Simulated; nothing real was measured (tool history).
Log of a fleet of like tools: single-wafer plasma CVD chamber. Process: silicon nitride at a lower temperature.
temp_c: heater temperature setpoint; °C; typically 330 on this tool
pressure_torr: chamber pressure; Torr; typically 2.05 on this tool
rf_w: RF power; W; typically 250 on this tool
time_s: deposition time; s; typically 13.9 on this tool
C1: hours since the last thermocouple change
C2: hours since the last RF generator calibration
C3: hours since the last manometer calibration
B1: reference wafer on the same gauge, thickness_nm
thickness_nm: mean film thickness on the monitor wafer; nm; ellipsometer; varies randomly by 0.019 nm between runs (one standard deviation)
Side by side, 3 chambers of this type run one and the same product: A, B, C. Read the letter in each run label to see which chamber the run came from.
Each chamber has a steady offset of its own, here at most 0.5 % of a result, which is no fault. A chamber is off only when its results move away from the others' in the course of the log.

run 1C hour=4.8 | temp_c=330 pressure_torr=2.05 rf_w=250 time_s=13.9 | C1=2118.9 C2=478.7 C3=1810.4 | B1=15.096 | thickness_nm=15.548
run 2B hour=9.3 | temp_c=330 pressure_torr=2.05 rf_w=250 time_s=13.9 | C1=540.6 C2=1213.1 C3=296.7 | B1=15.098 | thickness_nm=15.483
run 3A hour=14.0 | temp_c=330 pressure_torr=2.05 rf_w=250 time_s=13.9 | C1=16.0 C2=2468.2 C3=736.7 | B1=15.095 | thickness_nm=15.577
run 4B hour=22.8 | temp_c=330 pressure_torr=2.05 rf_w=250 time_s=13.9 | C1=554.1 C2=1226.6 C3=310.2 | B1=15.093 | thickness_nm=15.469
run 5C hour=27.9 | temp_c=330 pressure_torr=2.05 rf_w=250 time_s=13.9 | C1=2142.0 C2=501.8 C3=1833.5 | B1=15.094 | thickness_nm=15.517
run 6A hour=33.4 | temp_c=330 pressure_torr=2.05 rf_w=250 time_s=13.9 | C1=35.4 C2=2487.6 C3=756.1 | B1=15.091 | thickness_nm=15.572
run 7C hour=41.6 | temp_c=330 pressure_torr=2.05 rf_w=250 time_s=13.9 | C1=2155.7 C2=515.5 C3=1847.2 | B1=15.089 | thickness_nm=15.551
run 8B hour=50.7 | temp_c=330 pressure_torr=2.05 rf_w=250 time_s=13.9 | C1=582.0 C2=1254.5 C3=338.1 | B1=15.084 | thickness_nm=15.463
run 9A hour=59.2 | temp_c=330 pressure_torr=2.05 rf_w=250 time_s=13.9 | C1=61.2 C2=2513.4 C3=781.9 | B1=15.087 | thickness_nm=15.558
run 10C hour=63.8 | temp_c=330 pressure_torr=2.05 rf_w=250 time_s=13.9 | C1=2177.9 C2=537.7 C3=1869.4 | B1=15.084 | thickness_nm=15.530
-- hour=72.0 chamber A: RF generator calibrated
run 11A hour=72.2 | temp_c=330 pressure_torr=2.05 rf_w=250 time_s=13.9 | C1=74.2 C2=0.3 C3=794.9 | B1=15.080 | thickness_nm=15.537
run 12B hour=79.7 | temp_c=330 pressure_torr=2.05 rf_w=250 time_s=13.9 | C1=611.0 C2=1283.5 C3=367.1 | B1=15.079 | thickness_nm=15.485
run 13A hour=86.5 | temp_c=330 pressure_torr=2.05 rf_w=250 time_s=13.9 | C1=88.5 C2=14.6 C3=809.2 | B1=15.077 | thickness_nm=15.555
run 14B hour=92.8 | temp_c=330 pressure_torr=2.05 rf_w=250 time_s=13.9 | C1=624.1 C2=1296.6 C3=380.2 | B1=15.073 | thickness_nm=15.454
run 15C hour=101.1 | temp_c=330 pressure_torr=2.05 rf_w=250 time_s=13.9 | C1=2215.2 C2=575.0 C3=1906.7 | B1=15.074 | thickness_nm=15.526
run 16B hour=106.8 | temp_c=330 pressure_torr=2.05 rf_w=250 time_s=13.9 | C1=638.1 C2=1310.6 C3=394.2 | B1=15.071 | thickness_nm=15.521
run 17C hour=115.2 | temp_c=330 pressure_torr=2.05 rf_w=250 time_s=13.9 | C1=2229.3 C2=589.1 C3=1920.8 | B1=15.074 | thickness_nm=15.519
run 18A hour=123.3 | temp_c=330 pressure_torr=2.05 rf_w=250 time_s=13.9 | C1=125.3 C2=51.4 C3=846.0 | B1=15.071 | thickness_nm=15.520
run 19A hour=129.9 | temp_c=330 pressure_torr=2.05 rf_w=250 time_s=13.9 | C1=131.9 C2=58.0 C3=852.6 | B1=15.070 | thickness_nm=15.503
run 20B hour=136.9 | temp_c=330 pressure_torr=2.05 rf_w=250 time_s=13.9 | C1=668.2 C2=1340.7 C3=424.3 | B1=15.064 | thickness_nm=15.440
run 21C hour=144.1 | temp_c=330 pressure_torr=2.05 rf_w=250 time_s=13.9 | C1=2258.2 C2=618.0 C3=1949.7 | B1=15.060 | thickness_nm=15.525
run 22B hour=151.1 | temp_c=330 pressure_torr=2.05 rf_w=250 time_s=16.4 | C1=682.4 C2=1354.9 C3=438.5 | B1=15.062 | thickness_nm=18.215
run 23A hour=158.4 | temp_c=330 pressure_torr=2.05 rf_w=250 time_s=16.4 | C1=160.4 C2=86.5 C3=881.1 | B1=15.056 | thickness_nm=18.312
run 24C hour=164.8 | temp_c=330 pressure_torr=2.05 rf_w=250 time_s=16.4 | C1=2278.9 C2=638.7 C3=1970.4 | B1=15.060 | thickness_nm=18.306
run 25B hour=173.1 | temp_c=330 pressure_torr=2.05 rf_w=250 time_s=13.9 | C1=704.4 C2=1376.9 C3=460.5 | B1=15.061 | thickness_nm=15.465
run 26C hour=179.2 | temp_c=330 pressure_torr=2.05 rf_w=250 time_s=13.9 | C1=2293.3 C2=653.1 C3=1984.8 | B1=15.053 | thickness_nm=15.523
run 27A hour=183.4 | temp_c=330 pressure_torr=2.05 rf_w=250 time_s=13.9 | C1=185.4 C2=111.5 C3=906.1 | B1=15.046 | thickness_nm=15.546
run 28A hour=187.6 | temp_c=322 pressure_torr=2.05 rf_w=220 time_s=13.9 | C1=189.6 C2=115.7 C3=910.3 | B1=15.053 | thickness_nm=14.163
run 29B hour=195.3 | temp_c=322 pressure_torr=2.05 rf_w=220 time_s=13.9 | C1=726.6 C2=1399.1 C3=482.7 | B1=15.048 | thickness_nm=14.143
run 30C hour=199.9 | temp_c=322 pressure_torr=2.05 rf_w=220 time_s=13.9 | C1=2314.0 C2=673.8 C3=2005.5 | B1=15.047 | thickness_nm=14.223
run 31B hour=207.6 | temp_c=330 pressure_torr=2.05 rf_w=250 time_s=13.9 | C1=738.9 C2=1411.4 C3=495.0 | B1=15.044 | thickness_nm=15.415
run 32A hour=214.5 | temp_c=330 pressure_torr=2.05 rf_w=250 time_s=13.9 | C1=216.5 C2=142.6 C3=937.2 | B1=15.047 | thickness_nm=15.500
run 33C hour=221.2 | temp_c=330 pressure_torr=2.05 rf_w=250 time_s=13.9 | C1=2335.3 C2=695.1 C3=2026.8 | B1=15.040 | thickness_nm=15.485
run 34B hour=228.1 | temp_c=330 pressure_torr=2.05 rf_w=250 time_s=13.9 | C1=759.4 C2=1431.9 C3=515.5 | B1=15.036 | thickness_nm=15.454
run 35A hour=232.9 | temp_c=330 pressure_torr=2.05 rf_w=250 time_s=13.9 | C1=234.9 C2=161.0 C3=955.6 | B1=15.036 | thickness_nm=15.505
run 36C hour=241.4 | temp_c=330 pressure_torr=2.05 rf_w=250 time_s=13.9 | C1=2355.5 C2=715.3 C3=2047.0 | B1=15.039 | thickness_nm=15.479
run 37B hour=247.5 | temp_c=330 pressure_torr=2.05 rf_w=250 time_s=13.9 | C1=778.8 C2=1451.3 C3=534.9 | B1=15.032 | thickness_nm=15.426
run 38A hour=254.6 | temp_c=330 pressure_torr=1.60 rf_w=250 time_s=15.0 | C1=256.6 C2=182.7 C3=977.3 | B1=15.037 | thickness_nm=15.647
run 39C hour=259.5 | temp_c=330 pressure_torr=1.60 rf_w=250 time_s=15.0 | C1=2373.6 C2=733.4 C3=2065.1 | B1=15.031 | thickness_nm=15.562
run 40A hour=265.2 | temp_c=330 pressure_torr=1.60 rf_w=250 time_s=15.0 | C1=267.2 C2=193.3 C3=987.9 | B1=15.029 | thickness_nm=15.645
run 41B hour=272.5 | temp_c=330 pressure_torr=2.05 rf_w=250 time_s=13.9 | C1=803.8 C2=1476.3 C3=559.9 | B1=15.022 | thickness_nm=15.409
run 42C hour=279.5 | temp_c=330 pressure_torr=2.05 rf_w=250 time_s=13.9 | C1=2393.6 C2=753.4 C3=2085.1 | B1=15.025 | thickness_nm=15.458
run 43B hour=284.4 | temp_c=330 pressure_torr=2.05 rf_w=250 time_s=13.9 | C1=815.7 C2=1488.2 C3=571.8 | B1=15.024 | thickness_nm=15.421
run 44C hour=289.4 | temp_c=330 pressure_torr=2.35 rf_w=300 time_s=13.9 | C1=2403.5 C2=763.3 C3=2095.0 | B1=15.026 | thickness_nm=18.221

The same settings go to every chamber for the next run, one line per chamber below. Forecast the results for each:
run 45A hour=296.0 | temp_c=330 pressure_torr=2.05 rf_w=250 time_s=13.9 | thickness_nm=?
run 45B hour=296.0 | temp_c=330 pressure_torr=2.05 rf_w=250 time_s=13.9 | thickness_nm=?
run 45C hour=296.0 | temp_c=330 pressure_torr=2.05 rf_w=250 time_s=13.9 | thickness_nm=?

run=45A thickness_nm=15.514
run=45B thickness_nm=15.414
run=45C thickness_nm=15.509
